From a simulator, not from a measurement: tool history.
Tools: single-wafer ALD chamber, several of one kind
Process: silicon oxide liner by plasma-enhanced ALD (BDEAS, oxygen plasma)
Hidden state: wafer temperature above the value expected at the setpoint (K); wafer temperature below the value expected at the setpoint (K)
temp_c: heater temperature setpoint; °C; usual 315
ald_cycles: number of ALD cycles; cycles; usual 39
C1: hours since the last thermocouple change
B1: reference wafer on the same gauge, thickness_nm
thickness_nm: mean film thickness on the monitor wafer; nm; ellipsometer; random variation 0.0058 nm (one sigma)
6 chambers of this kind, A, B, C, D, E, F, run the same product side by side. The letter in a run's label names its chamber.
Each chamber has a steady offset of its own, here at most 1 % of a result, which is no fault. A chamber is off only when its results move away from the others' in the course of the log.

run 1B day=0.317 | temp_c=315 ald_cycles=39 | C1=630.2 | B1=3.7116 | thickness_nm=3.5519
run 2F day=0.612 | temp_c=315 ald_cycles=39 | C1=1571.1 | B1=3.7116 | thickness_nm=3.5363
run 3E day=0.912 | temp_c=315 ald_cycles=39 | C1=1021.6 | B1=3.7107 | thickness_nm=3.5530
run 4C day=1.150 | temp_c=315 ald_cycles=39 | C1=130.1 | B1=3.7106 | thickness_nm=3.5648
run 5A day=1.433 | temp_c=315 ald_cycles=39 | C1=795.0 | B1=3.7130 | thickness_nm=3.5162
run 6D day=1.675 | temp_c=315 ald_cycles=39 | C1=1093.5 | B1=3.7135 | thickness_nm=3.5771
run 7F day=1.917 | temp_c=315 ald_cycles=35 | C1=1602.4 | B1=3.7155 | thickness_nm=3.1750
run 8B day=2.288 | temp_c=315 ald_cycles=35 | C1=677.5 | B1=3.7127 | thickness_nm=3.2003
run 9A day=2.488 | temp_c=315 ald_cycles=35 | C1=820.3 | B1=3.7152 | thickness_nm=3.1558
run 10D day=2.708 | temp_c=315 ald_cycles=35 | C1=1118.3 | B1=3.7171 | thickness_nm=3.2138
run 11C day=3.050 | temp_c=315 ald_cycles=35 | C1=175.7 | B1=3.7146 | thickness_nm=3.1969
run 12E day=3.362 | temp_c=315 ald_cycles=35 | C1=1080.4 | B1=3.7169 | thickness_nm=3.2040
run 13F day=3.692 | temp_c=315 ald_cycles=39 | C1=1645.0 | B1=3.7187 | thickness_nm=3.5544
run 14E day=4.108 | temp_c=315 ald_cycles=39 | C1=1098.3 | B1=3.7195 | thickness_nm=3.5677
run 15C day=4.479 | temp_c=315 ald_cycles=39 | C1=210.0 | B1=3.7192 | thickness_nm=3.5664
run 16A day=4.762 | temp_c=315 ald_cycles=39 | C1=874.9 | B1=3.7212 | thickness_nm=3.5243
run 17B day=5.050 | temp_c=315 ald_cycles=39 | C1=743.8 | B1=3.7197 | thickness_nm=3.5513
run 18D day=5.429 | temp_c=315 ald_cycles=39 | C1=1183.6 | B1=3.7203 | thickness_nm=3.5844
run 19B day=5.817 | temp_c=315 ald_cycles=39 | C1=762.2 | B1=3.7206 | thickness_nm=3.5724
run 20C day=6.033 | temp_c=315 ald_cycles=39 | C1=247.3 | B1=3.7224 | thickness_nm=3.5749
run 21F day=6.246 | temp_c=320 ald_cycles=43 | C1=1706.3 | B1=3.7225 | thickness_nm=3.8913
run 22D day=6.638 | temp_c=320 ald_cycles=43 | C1=1212.6 | B1=3.7251 | thickness_nm=3.9247
run 23A day=6.912 | temp_c=320 ald_cycles=43 | C1=926.5 | B1=3.7254 | thickness_nm=3.8637
run 24E day=7.300 | temp_c=320 ald_cycles=43 | C1=1174.9 | B1=3.7250 | thickness_nm=3.9127
run 25D day=7.721 | temp_c=320 ald_cycles=43 | C1=1238.6 | B1=3.7262 | thickness_nm=3.9191
run 26A day=8.012 | temp_c=320 ald_cycles=43 | C1=952.9 | B1=3.7277 | thickness_nm=3.8609
run 27F day=8.346 | temp_c=315 ald_cycles=39 | C1=1756.7 | B1=3.7267 | thickness_nm=3.5606
run 28B day=8.583 | temp_c=319 ald_cycles=42 | C1=828.6 | B1=3.7286 | thickness_nm=3.8228
run 29E day=8.979 | temp_c=319 ald_cycles=42 | C1=1215.2 | B1=3.7300 | thickness_nm=3.8252
run 30C day=9.275 | temp_c=319 ald_cycles=42 | C1=325.1 | B1=3.7292 | thickness_nm=3.8318
run 31E day=9.642 | temp_c=319 ald_cycles=42 | C1=1231.1 | B1=3.7301 | thickness_nm=3.8203
run 32F day=9.896 | temp_c=319 ald_cycles=42 | C1=1793.9 | B1=3.7306 | thickness_nm=3.8085
run 33D day=10.254 | temp_c=319 ald_cycles=42 | C1=1299.4 | B1=3.7317 | thickness_nm=3.8296
run 34A day=10.621 | temp_c=315 ald_cycles=39 | C1=1015.5 | B1=3.7328 | thickness_nm=3.5371
run 35C day=10.867 | temp_c=323 ald_cycles=39 | C1=363.3 | B1=3.7338 | thickness_nm=3.5435
run 36B day=11.262 | temp_c=323 ald_cycles=39 | C1=892.9 | B1=3.7325 | thickness_nm=3.5449
run 37B day=11.554 | temp_c=323 ald_cycles=39 | C1=899.9 | B1=3.7339 | thickness_nm=3.5386

Next, every chamber runs the same settings. What will each give?
run 38A day=11.858 | temp_c=315 ald_cycles=39 | thickness_nm=?
run 38B day=11.858 | temp_c=315 ald_cycles=39 | thickness_nm=?
run 38C day=11.858 | temp_c=315 ald_cycles=39 | thickness_nm=?
run 38D day=11.858 | temp_c=315 ald_cycles=39 | thickness_nm=?
run 38E day=11.858 | temp_c=315 ald_cycles=39 | thickness_nm=?
run 38F day=11.858 | temp_c=315 ald_cycles=39 | thickness_nm=?

run=38A thickness_nm=3.5387
run=38B thickness_nm=3.5803
run=38C thickness_nm=3.5801
run=38D thickness_nm=3.5991
run=38E thickness_nm=3.5732
run=38F thickness_nm=3.5633

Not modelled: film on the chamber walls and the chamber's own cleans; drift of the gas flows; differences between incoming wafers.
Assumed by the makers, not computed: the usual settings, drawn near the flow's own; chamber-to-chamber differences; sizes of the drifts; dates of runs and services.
